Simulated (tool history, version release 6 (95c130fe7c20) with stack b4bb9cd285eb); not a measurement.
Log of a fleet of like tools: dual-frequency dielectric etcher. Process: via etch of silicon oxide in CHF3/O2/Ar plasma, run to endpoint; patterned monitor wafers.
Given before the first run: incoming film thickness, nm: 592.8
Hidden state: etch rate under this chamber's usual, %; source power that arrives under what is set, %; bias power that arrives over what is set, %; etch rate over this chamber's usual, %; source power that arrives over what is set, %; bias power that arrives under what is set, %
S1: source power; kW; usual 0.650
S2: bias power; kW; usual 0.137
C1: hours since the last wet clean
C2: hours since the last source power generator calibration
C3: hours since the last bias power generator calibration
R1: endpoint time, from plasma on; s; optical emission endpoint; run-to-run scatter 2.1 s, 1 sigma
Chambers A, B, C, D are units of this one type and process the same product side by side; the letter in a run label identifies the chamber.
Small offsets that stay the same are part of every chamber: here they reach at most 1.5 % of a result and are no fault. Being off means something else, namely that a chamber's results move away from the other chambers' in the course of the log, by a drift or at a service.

{"run": "1B", "hour": 9.7, "S1": 0.65, "S2": 0.137, "C1": 63.3, "C2": 3796.8, "C3": 1003.2, "R1": 315.49}
{"run": "2C", "hour": 18.6, "S1": 0.65, "S2": 0.137, "C1": 473.0, "C2": 1191.1, "C3": 92.1, "R1": 324.58}
{"run": "3A", "hour": 23.6, "S1": 0.65, "S2": 0.137, "C1": 237.6, "C2": 3470.2, "C3": 881.1, "R1": 320.08}
{"run": "4D", "hour": 28.1, "S1": 0.65, "S2": 0.137, "C1": 167.9, "C2": 2466.9, "C3": 1124.8, "R1": 319.22}
{"run": "5C", "hour": 33.7, "S1": 0.65, "S2": 0.137, "C1": 488.1, "C2": 1206.2, "C3": 107.2, "R1": 322.64}
{"run": "6A", "hour": 43.4, "S1": 0.65, "S2": 0.137, "C1": 257.4, "C2": 3490.0, "C3": 900.9, "R1": 316.97}
{"run": "7D", "hour": 51.9, "S1": 0.65, "S2": 0.137, "C1": 191.7, "C2": 2490.7, "C3": 1148.6, "R1": 319.73}
{"hour": 55.1, "done": "chamber C: wet clean of the chamber"}
{"run": "8B", "hour": 60.1, "S1": 0.65, "S2": 0.137, "C1": 113.7, "C2": 3847.2, "C3": 1053.6, "R1": 318.7}
{"run": "9A", "hour": 68.2, "S1": 0.65, "S2": 0.107, "C1": 282.2, "C2": 3514.8, "C3": 925.7, "R1": 342.04}
{"run": "10C", "hour": 73.5, "S1": 0.65, "S2": 0.107, "C1": 18.4, "C2": 1246.0, "C3": 147.0, "R1": 347.75}
{"run": "11D", "hour": 78.2, "S1": 0.65, "S2": 0.107, "C1": 218.0, "C2": 2517.0, "C3": 1174.9, "R1": 342.56}
{"run": "12B", "hour": 84.6, "S1": 0.65, "S2": 0.107, "C1": 138.2, "C2": 3871.7, "C3": 1078.1, "R1": 339.72}
{"run": "13B", "hour": 93.3, "S1": 0.65, "S2": 0.137, "C1": 146.9, "C2": 3880.4, "C3": 1086.8, "R1": 312.82}
{"run": "14A", "hour": 99.9, "S1": 0.65, "S2": 0.137, "C1": 313.9, "C2": 3546.5, "C3": 957.4, "R1": 323.5}
{"run": "15C", "hour": 104.6, "S1": 0.65, "S2": 0.137, "C1": 49.5, "C2": 1277.1, "C3": 178.1, "R1": 325.93}
{"run": "16D", "hour": 112.2, "S1": 0.65, "S2": 0.137, "C1": 252.0, "C2": 2551.0, "C3": 1208.9, "R1": 319.44}
{"run": "17A", "hour": 117.9, "S1": 0.65, "S2": 0.137, "C1": 331.9, "C2": 3564.5, "C3": 975.4, "R1": 324.77}
{"run": "18C", "hour": 127.9, "S1": 0.76, "S2": 0.117, "C1": 72.8, "C2": 1300.4, "C3": 201.4, "R1": 315.77}
{"run": "19D", "hour": 138.1, "S1": 0.76, "S2": 0.117, "C1": 277.9, "C2": 2576.9, "C3": 1234.8, "R1": 318.45}
{"run": "20B", "hour": 142.8, "S1": 0.76, "S2": 0.117, "C1": 196.4, "C2": 3929.9, "C3": 1136.3, "R1": 312.14}
{"run": "21A", "hour": 148.4, "S1": 0.76, "S2": 0.117, "C1": 362.4, "C2": 3595.0, "C3": 1005.9, "R1": 326.58}
{"run": "22B", "hour": 154.6, "S1": 0.65, "S2": 0.137, "C1": 208.2, "C2": 3941.7, "C3": 1148.1, "R1": 315.55}
{"run": "23C", "hour": 161.2, "S1": 0.49, "S2": 0.121, "C1": 106.1, "C2": 1333.7, "C3": 234.7, "R1": 372.36}
{"run": "24D", "hour": 170.5, "S1": 0.49, "S2": 0.121, "C1": 310.3, "C2": 2609.3, "C3": 1267.2, "R1": 364.08}

Next, all 4 chambers run the settings below, one line each with question marks for the results. What does each chamber give?
{"run": "25A", "hour": 177.9, "S1": 0.65, "S2": 0.137, "R1": "?"}
{"run": "25B", "hour": 177.9, "S1": 0.65, "S2": 0.137, "R1": "?"}
{"run": "25C", "hour": 177.9, "S1": 0.65, "S2": 0.137, "R1": "?"}
{"run": "25D", "hour": 177.9, "S1": 0.65, "S2": 0.137, "R1": "?"}

run=25A R1=336.78
run=25B R1=313.97
run=25C R1=321.81
run=25D R1=320.06
